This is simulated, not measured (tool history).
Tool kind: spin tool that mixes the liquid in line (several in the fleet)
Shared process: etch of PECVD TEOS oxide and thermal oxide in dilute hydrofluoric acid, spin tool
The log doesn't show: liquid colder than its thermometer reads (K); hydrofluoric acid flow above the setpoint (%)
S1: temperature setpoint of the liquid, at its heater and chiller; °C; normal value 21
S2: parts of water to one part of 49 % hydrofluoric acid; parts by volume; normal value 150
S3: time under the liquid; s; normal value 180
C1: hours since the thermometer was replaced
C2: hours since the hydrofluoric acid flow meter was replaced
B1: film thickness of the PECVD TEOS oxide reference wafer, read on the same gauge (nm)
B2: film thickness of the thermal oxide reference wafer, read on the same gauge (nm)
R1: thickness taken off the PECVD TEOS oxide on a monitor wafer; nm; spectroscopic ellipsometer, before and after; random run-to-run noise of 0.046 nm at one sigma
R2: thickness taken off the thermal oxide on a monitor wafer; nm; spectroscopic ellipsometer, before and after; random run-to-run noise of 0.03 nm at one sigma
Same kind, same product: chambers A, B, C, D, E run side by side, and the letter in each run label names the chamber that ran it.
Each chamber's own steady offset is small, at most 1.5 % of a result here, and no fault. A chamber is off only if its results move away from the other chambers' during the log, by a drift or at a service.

run,hour,S1,S2,S3,C1,C2,B1,B2,R1,R2
1A,11.1,21,150,180,1189.8,802.4,119.99,29.995,11.995,4.7602
# hour 15.8: chamber C: thermometer replaced
2C,21.3,21,150,180,5.5,214.7,120,29.993,11.953,4.8718
3B,29.6,21,150,180,127.8,400.9,120,30.006,11.902,4.7771
4E,41.9,21,150,180,241.1,42.8,120.01,30.013,11.997,4.7518
5D,51.8,21,150,180,1333.6,211.2,120.03,30.008,11.903,4.872
6D,65.3,21,150,180,1347.1,224.7,120.01,29.994,12.027,4.8726
7B,79.2,21,150,180,177.4,450.5,120.05,29.991,11.94,4.7819
# hour 86.7: chamber A: hydrofluoric acid flow meter replaced
8A,89.8,21,150,180,1268.5,3.1,119.95,30.012,11.995,4.7284
9E,100.8,21,150,180,300,101.7,119.99,30.002,12.013,4.8045
10C,111.8,21,150,180,96,305.2,120.04,30.004,11.985,4.8107
11D,121.1,21,150,180,1402.9,280.5,119.93,29.994,11.908,4.8866
12E,135.1,21,150,180,334.3,136,119.97,29.999,11.964,4.7731
13B,142.1,21,150,180,240.3,513.4,120.03,30.003,11.945,4.7975
14C,152.1,21,150,180,136.3,345.5,119.99,30.02,12.033,4.7914
15A,159.2,21,150,180,1337.9,72.5,120.01,29.986,11.967,4.7455
16C,168.8,21,150,180,153,362.2,119.95,30.032,12.066,4.8163
17B,175.7,21,150,180,273.9,547,119.98,29.978,12.046,4.8141
18A,185.3,21,150,180,1364,98.6,119.98,29.99,11.864,4.7456
19E,198.1,21,150,235,397.3,199,120.04,29.99,15.709,6.1743
20D,208.5,21,150,235,1490.3,367.9,120.05,30.006,15.56,6.422
21D,219.3,21,150,235,1501.1,378.7,119.98,29.993,15.54,6.3769
22A,228.6,21,150,235,1407.3,141.9,120.01,29.971,15.583,6.178
23C,237.1,21,150,235,221.3,430.5,120.03,29.985,15.698,6.2801
24E,244.4,17,180,180,443.6,245.3,119.99,30.007,8.2417,3.2525
25B,252.9,17,180,180,351.1,624.2,119.96,29.994,8.3201,3.318
26C,260.5,17,180,180,244.7,453.9,120.06,29.996,8.3462,3.3464
27B,270.3,17,180,180,368.5,641.6,120.02,29.976,8.2637,3.3253
28D,280.7,17,180,180,1562.5,440.1,119.99,30.006,8.1875,3.3664
29A,291.1,21,150,180,1469.8,204.4,119.97,29.992,11.924,4.7801
30E,300,18.5,150,115,499.2,300.9,119.97,30.016,6.902,2.7325
31D,307.6,18.5,150,115,1589.4,467,119.99,29.986,6.8672,2.7929
32C,318.4,18.5,150,115,302.6,511.8,120,30.009,6.9521,2.8101
33B,332.5,18.5,150,115,430.7,703.8,119.98,30.002,6.9171,2.7792
34A,344.8,18.5,150,115,1523.5,258.1,120.07,29.974,6.8863,2.7817
35E,358.7,21,150,180,557.9,359.6,120,30.016,11.889,4.7416
# hour 366.5: chamber E: thermometer replaced
36D,371.8,21,150,180,1653.6,531.2,120.02,29.999,11.9,4.8369
37E,384.8,21,150,180,18.3,385.7,119.96,29.992,12.022,4.73
38A,397.2,21,150,180,1575.9,310.5,120.01,30.009,11.955,4.7758
39C,404.2,21,150,180,388.4,597.6,119.99,30.007,12.001,4.852
40B,417.9,21,150,180,516.1,789.2,120,30.011,12.012,4.7745

All chambers now run identical settings, listed one chamber a line with results as question marks. What results will each chamber show?
41A,428,21,150,105,,,,,?,?
41B,428,21,150,105,,,,,?,?
41C,428,21,150,105,,,,,?,?
41D,428,21,150,105,,,,,?,?
41E,428,21,150,105,,,,,?,?

run,R1,R2
41A,6.9631,2.7761
41B,6.9863,2.7822
41C,7.048,2.8021
41D,6.9598,2.846
41E,6.9828,2.7863

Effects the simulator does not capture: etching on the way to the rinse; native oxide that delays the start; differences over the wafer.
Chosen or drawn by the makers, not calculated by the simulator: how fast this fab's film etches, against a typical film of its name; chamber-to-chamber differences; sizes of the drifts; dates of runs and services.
